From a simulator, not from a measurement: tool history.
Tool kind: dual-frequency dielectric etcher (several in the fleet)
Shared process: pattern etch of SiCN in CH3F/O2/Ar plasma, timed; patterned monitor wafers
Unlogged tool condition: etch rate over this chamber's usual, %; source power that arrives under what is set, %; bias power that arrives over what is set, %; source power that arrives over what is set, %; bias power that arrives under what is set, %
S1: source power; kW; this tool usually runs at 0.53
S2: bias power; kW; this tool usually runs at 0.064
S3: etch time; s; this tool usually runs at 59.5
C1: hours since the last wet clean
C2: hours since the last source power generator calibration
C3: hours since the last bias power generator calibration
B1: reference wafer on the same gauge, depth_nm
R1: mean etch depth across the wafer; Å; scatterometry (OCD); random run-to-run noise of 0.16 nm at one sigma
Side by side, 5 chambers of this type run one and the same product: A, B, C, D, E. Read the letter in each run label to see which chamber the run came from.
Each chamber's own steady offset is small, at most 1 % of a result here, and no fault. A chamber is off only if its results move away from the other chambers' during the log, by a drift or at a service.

run    day    S1     S2    S3     C1      C2      C3      B1      R1
     0.204  -- chamber B: wet clean of the chamber
 1A  0.204  0.53  0.064  59.5   47.6  1264.6  1526.4  22.266  238.49
 2B  0.367  0.53  0.064  59.5      4  3095.4  2120.6  22.323  242.75
 3D  0.546  0.53  0.064  59.5  269.9  3591.5   447.4  22.308  237.98
 4E  0.642  0.53  0.064  59.5  340.4  2583.8   296.3  22.282   239.1
 5C  0.833  0.53  0.064  59.5  493.8  2258.1   664.9  22.321  238.71
 6B  0.975  0.53  0.064  59.5   18.6    3110  2135.2  22.303  238.53
 7A  1.138  0.53  0.064  59.5     70    1287  1548.8  22.308   235.1
 8D  1.279  0.53  0.064  59.5  287.5  3609.1     465  22.237  241.22
 9C  1.483  0.53  0.064  59.5  509.4  2273.7   680.5  22.281  234.58
10E  1.579  0.53  0.064  59.5  362.9  2606.3   318.8  22.306  238.82
11C  1.738   0.6  0.064  59.5  515.5  2279.8   686.6  22.336  249.43
12E  1.921   0.6  0.064  59.5  371.1  2614.5     327  22.301  251.88
     2.012  -- chamber C: wet clean of the chamber
13B  2.096   0.6  0.064  59.5   45.5  3136.9  2162.1  22.334   250.9
14D  2.267   0.6  0.064  59.5  311.2  3632.8   488.7  22.293  249.16
15A  2.417   0.6  0.064  59.5  100.7  1317.7  1579.5   22.33  246.47
16D  2.608  0.53  0.064  59.5  319.4    3641   496.9  22.297  239.03
17C  2.746  0.53  0.072  59.5   17.7    2304   710.8  22.281  254.04
18E   2.85  0.53  0.072  59.5  393.4  2636.8   349.3  22.293  251.57
19B  3.004  0.53  0.072  59.5   67.3  3158.7  2183.9  22.277  250.91
20A  3.183  0.53  0.072  59.5  119.1  1336.1  1597.9  22.295  247.51
21E  3.346  0.53  0.072  59.5  405.3  2648.7   361.2  22.313  247.98
22B  3.479  0.53  0.064  59.5   78.7  3170.1  2195.3  22.315  243.84
23D  3.654  0.53  0.064  59.5  344.5  3666.1     522   22.29  240.61
24C   3.85  0.53  0.064  59.5   44.2  2330.5   737.3  22.285  247.35
25A      4  0.53  0.064  59.5  138.7  1355.7  1617.5  22.275  235.95
     4.021  -- chamber B: bias power generator calibrated
26D  4.112  0.53  0.064  59.5  355.5  3677.1     533  22.308  237.12
27B  4.262  0.53  0.064  59.5   97.5  3188.9     5.8   22.27   241.6
28C  4.408  0.53  0.064  59.5   57.6  2343.9   750.7  22.284  248.36
29A  4.521  0.59  0.064  59.5  151.2  1368.2    1630  22.322  247.11
30E  4.633  0.59  0.064  59.5  436.2  2679.6   392.1  22.295  253.04
31B  4.725  0.59  0.064  59.5  108.6    3200    16.9  22.303  251.42
32D  4.846  0.59  0.064  59.5  373.1  3694.7   550.6  22.303  248.34
33A  4.983  0.59  0.064  59.5  162.3  1379.3  1641.1  22.301  246.47
34C  5.129  0.53  0.054    47   74.9  2361.2     768  22.299  185.85
35E  5.271  0.53  0.054    47  451.5  2694.9   407.4  22.313  179.17
36E  5.367  0.53  0.054    47  453.8  2697.2   409.7   22.34  176.49
     5.517  -- chamber B: source power generator calibrated
37B  5.529  0.53  0.054    47  127.9     0.4    36.2    22.3  180.99

What goes on in this fleet: one chamber off, a drifting gauge, or nothing beyond the chambers' own small offsets? Name the chamber and the cause, if any.

Chamber C came out of a service off from its peers and stayed that way.
Likeliest cause: etch rate over this chamber's usual, % = 4.55.

Which of the 4 candidates below, each the usual settings with something changed and its results left as question marks, puts chamber C back in line with what the other chambers give on the usual settings?
Allowed miss from the other chambers' usual-settings mean, per result, to count as in line: R1 5.6 Å
38C-1  5.679  0.53  0.071  59.5                   ?
38C-2  5.679   0.5  0.061  59.5                   ?
38C-3  5.679  0.53  0.049  59.5                   ?
38C-4  5.679  0.53  0.064    64                   ?

The other chambers' mean on the usual settings: R1 239.1 Å
  run      R1
38C-1   257.1
38C-2   238.9
38C-3  227.67
38C-4  266.98
38C-2 brings the chamber back in line.

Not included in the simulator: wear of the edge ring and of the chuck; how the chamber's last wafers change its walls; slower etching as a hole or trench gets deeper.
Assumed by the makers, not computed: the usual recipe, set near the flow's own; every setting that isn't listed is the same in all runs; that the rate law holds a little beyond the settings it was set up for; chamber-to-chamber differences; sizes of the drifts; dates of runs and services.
